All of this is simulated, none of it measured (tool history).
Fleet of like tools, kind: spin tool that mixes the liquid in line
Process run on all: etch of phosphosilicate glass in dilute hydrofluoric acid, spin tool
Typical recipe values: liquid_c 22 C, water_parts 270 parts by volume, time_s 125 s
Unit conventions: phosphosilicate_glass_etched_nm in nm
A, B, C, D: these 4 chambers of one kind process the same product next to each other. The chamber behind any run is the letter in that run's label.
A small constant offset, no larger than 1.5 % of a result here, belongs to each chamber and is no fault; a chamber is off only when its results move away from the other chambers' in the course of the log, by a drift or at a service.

| run | hour | liquid_c | water_parts | time_s | hours since the thermometer was replaced | hours since the hydrofluoric acid flow meter was replaced | read-back film thickness of the phosphosilicate glass reference wafer, read on the same gauge (nm) | phosphosilicate_glass_etched_nm |
|---|---|---|---|---|---|---|---|---|
| 1A | 3.7 | 22 | 270 | 125 | 1294.9 | 888.5 | 30.002 | 58.657 |
| 2B | 8.4 | 22 | 270 | 125 | 347.3 | 276.3 | 30.011 | 58.286 |
| 3C | 13.8 | 22 | 270 | 125 | 982.3 | 311.8 | 30.023 | 58.339 |
| 4D | 20.4 | 22 | 270 | 125 | 712.8 | 56 | 30.003 | 57.766 |
| 5D | 26.6 | 22 | 270 | 125 | 719 | 62.2 | 29.987 | 57.622 |
| 6C | 33.2 | 18.5 | 365 | 125 | 1001.7 | 331.2 | 30.003 | 35.054 |
| 7A | 38 | 18.5 | 365 | 125 | 1329.2 | 922.8 | 29.999 | 35.023 |
| 8B | 43.6 | 18.5 | 365 | 125 | 382.5 | 311.5 | 30.013 | 35.246 |
| 9C | 46.5 | 18.5 | 365 | 125 | 1015 | 344.5 | 30 | 35.204 |
| 10D | 52.1 | 22 | 270 | 125 | 744.5 | 87.7 | 29.995 | 58.044 |
| 11B | 56.6 | 22 | 270 | 125 | 395.5 | 324.5 | 30.008 | 58.267 |
| 12A | 63.1 | 22 | 270 | 170 | 1354.3 | 947.9 | 30.009 | 79.147 |
| 13B | 66.1 | 22 | 270 | 170 | 405 | 334 | 30.014 | 79.862 |
|  | 70.7 | chamber A: hydrofluoric acid flow meter replaced |
| 14A | 71.9 | 22 | 270 | 170 | 1363.1 | 1.3 | 29.981 | 79.464 |
| 15C | 76 | 22 | 270 | 170 | 1044.5 | 374 | 29.999 | 79.451 |
| 16D | 79.4 | 22 | 270 | 125 | 771.8 | 115 | 30.006 | 57.77 |
| 17C | 85.8 | 22 | 375 | 90 | 1054.3 | 383.8 | 30.011 | 27.488 |
| 18D | 89 | 22 | 375 | 90 | 781.4 | 124.6 | 29.994 | 27.062 |
| 19A | 93.9 | 22 | 375 | 90 | 1385.1 | 23.3 | 30.022 | 27.573 |
| 20B | 100 | 22 | 375 | 90 | 438.9 | 367.9 | 29.997 | 27.516 |
| 21D | 103.1 | 22 | 270 | 125 | 795.5 | 138.7 | 29.999 | 58.152 |
| 22C | 105.9 | 22 | 270 | 125 | 1074.4 | 403.9 | 29.987 | 58.596 |
| 23B | 111.4 | 22 | 270 | 125 | 450.3 | 379.3 | 29.976 | 58.617 |
| 24A | 117.8 | 22 | 270 | 125 | 1409 | 47.2 | 29.999 | 58.567 |
| 25D | 123.4 | 22 | 270 | 125 | 815.8 | 159 | 30.022 | 57.725 |
| 26C | 126.5 | 22 | 270 | 125 | 1095 | 424.5 | 29.991 | 58.588 |
| 27B | 133.1 | 22 | 270 | 125 | 472 | 401 | 30.018 | 58.501 |
| 28A | 138.4 | 22 | 365 | 175 | 1429.6 | 67.8 | 29.994 | 55.477 |

Each of the 4 chambers runs these same settings next. Fill in every chamber's results:
| 29A | 143.1 | 22 | 270 | 125 |  |  |  | ? |
| 29B | 143.1 | 22 | 270 | 125 |  |  |  | ? |
| 29C | 143.1 | 22 | 270 | 125 |  |  |  | ? |
| 29D | 143.1 | 22 | 270 | 125 |  |  |  | ? |

| run | phosphosilicate_glass_etched_nm |
|---|---|
| 29A | 58.27 |
| 29B | 58.416 |
| 29C | 58.53 |
| 29D | 57.644 |
